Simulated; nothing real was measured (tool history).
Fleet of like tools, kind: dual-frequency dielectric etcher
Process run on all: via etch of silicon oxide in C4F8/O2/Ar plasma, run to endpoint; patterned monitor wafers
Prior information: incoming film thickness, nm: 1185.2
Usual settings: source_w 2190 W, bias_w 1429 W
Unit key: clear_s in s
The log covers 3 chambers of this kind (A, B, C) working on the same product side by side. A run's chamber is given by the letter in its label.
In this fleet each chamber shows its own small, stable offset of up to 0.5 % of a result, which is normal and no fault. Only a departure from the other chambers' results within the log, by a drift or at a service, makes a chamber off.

{"run": "1A", "hour": 4.9, "source_w": 2190, "bias_w": 1429, "clear_s": 245.43}
{"run": "2B", "hour": 8.9, "source_w": 2190, "bias_w": 1429, "clear_s": 248.23}
{"run": "3C", "hour": 12.2, "source_w": 2190, "bias_w": 1429, "clear_s": 247.3}
{"run": "4C", "hour": 15.5, "source_w": 2190, "bias_w": 1429, "clear_s": 248.28}
{"run": "5B", "hour": 20.7, "source_w": 2190, "bias_w": 1429, "clear_s": 247.25}
{"run": "6A", "hour": 26.6, "source_w": 2190, "bias_w": 1609, "clear_s": 238.04}
{"run": "7B", "hour": 30.5, "source_w": 2190, "bias_w": 1609, "clear_s": 240.33}
{"run": "8C", "hour": 35.9, "source_w": 2190, "bias_w": 1609, "clear_s": 241.23}
{"run": "9A", "hour": 39.1, "source_w": 2190, "bias_w": 1429, "clear_s": 246.82}
{"run": "10A", "hour": 41.8, "source_w": 2190, "bias_w": 1429, "clear_s": 246.24}
{"run": "11B", "hour": 45.8, "source_w": 2190, "bias_w": 1429, "clear_s": 249}
{"run": "12C", "hour": 51.3, "source_w": 2190, "bias_w": 1429, "clear_s": 248.78}
{"run": "13A", "hour": 56.5, "source_w": 2190, "bias_w": 1261, "clear_s": 255.76}
{"run": "14C", "hour": 62.4, "source_w": 2190, "bias_w": 1261, "clear_s": 256.92}
{"run": "15B", "hour": 68.3, "source_w": 2190, "bias_w": 1261, "clear_s": 253.32}
{"run": "16A", "hour": 72.4, "source_w": 2190, "bias_w": 1429, "clear_s": 246.58}
{"run": "17B", "hour": 78.4, "source_w": 2190, "bias_w": 1429, "clear_s": 247.22}
{"run": "18C", "hour": 84.2, "source_w": 2190, "bias_w": 1315, "clear_s": 255.05}
{"run": "19A", "hour": 88.9, "source_w": 2190, "bias_w": 1315, "clear_s": 254.59}
{"run": "20C", "hour": 94.1, "source_w": 2190, "bias_w": 1315, "clear_s": 254.81}
{"run": "21B", "hour": 99.3, "source_w": 1760, "bias_w": 1605, "clear_s": 262.56}
{"run": "22A", "hour": 104.9, "source_w": 1760, "bias_w": 1605, "clear_s": 264.62}
{"run": "23B", "hour": 108.5, "source_w": 1760, "bias_w": 1605, "clear_s": 263.63}
{"run": "24C", "hour": 111.4, "source_w": 2190, "bias_w": 1429, "clear_s": 251.6}
{"run": "25C", "hour": 116.0, "source_w": 2190, "bias_w": 1429, "clear_s": 251.39}
{"run": "26A", "hour": 119.7, "source_w": 2190, "bias_w": 1728, "clear_s": 234.72}
{"run": "27B", "hour": 124.3, "source_w": 2190, "bias_w": 1728, "clear_s": 236.47}
{"run": "28A", "hour": 129.2, "source_w": 2190, "bias_w": 1728, "clear_s": 233.74}
{"run": "29B", "hour": 133.4, "source_w": 2190, "bias_w": 1429, "clear_s": 246.54}
{"run": "30C", "hour": 137.2, "source_w": 2190, "bias_w": 1429, "clear_s": 253.42}
{"run": "31B", "hour": 141.2, "source_w": 2190, "bias_w": 1429, "clear_s": 248.08}
{"run": "32C", "hour": 146.8, "source_w": 2190, "bias_w": 1429, "clear_s": 254.9}
{"run": "33A", "hour": 152.3, "source_w": 2190, "bias_w": 1429, "clear_s": 247.22}
{"run": "34A", "hour": 158.2, "source_w": 2190, "bias_w": 1429, "clear_s": 247.36}
{"run": "35C", "hour": 163.2, "source_w": 2190, "bias_w": 1429, "clear_s": 255.11}
{"run": "36B", "hour": 166.8, "source_w": 2190, "bias_w": 1429, "clear_s": 247.34}
{"run": "37C", "hour": 170.5, "source_w": 2190, "bias_w": 1429, "clear_s": 255.52}
{"run": "38A", "hour": 174.6, "source_w": 2190, "bias_w": 1558, "clear_s": 240.73}
{"run": "39B", "hour": 179.7, "source_w": 2190, "bias_w": 1558, "clear_s": 242.29}

Predict what each chamber gives when all 3 of them run the settings below next.
{"run": "40A", "hour": 184.0, "source_w": 1890, "bias_w": 1429, "clear_s": "?"}
{"run": "40B", "hour": 184.0, "source_w": 1890, "bias_w": 1429, "clear_s": "?"}
{"run": "40C", "hour": 184.0, "source_w": 1890, "bias_w": 1429, "clear_s": "?"}

run=40A clear_s=261.63
run=40B clear_s=262.96
run=40C clear_s=271.73
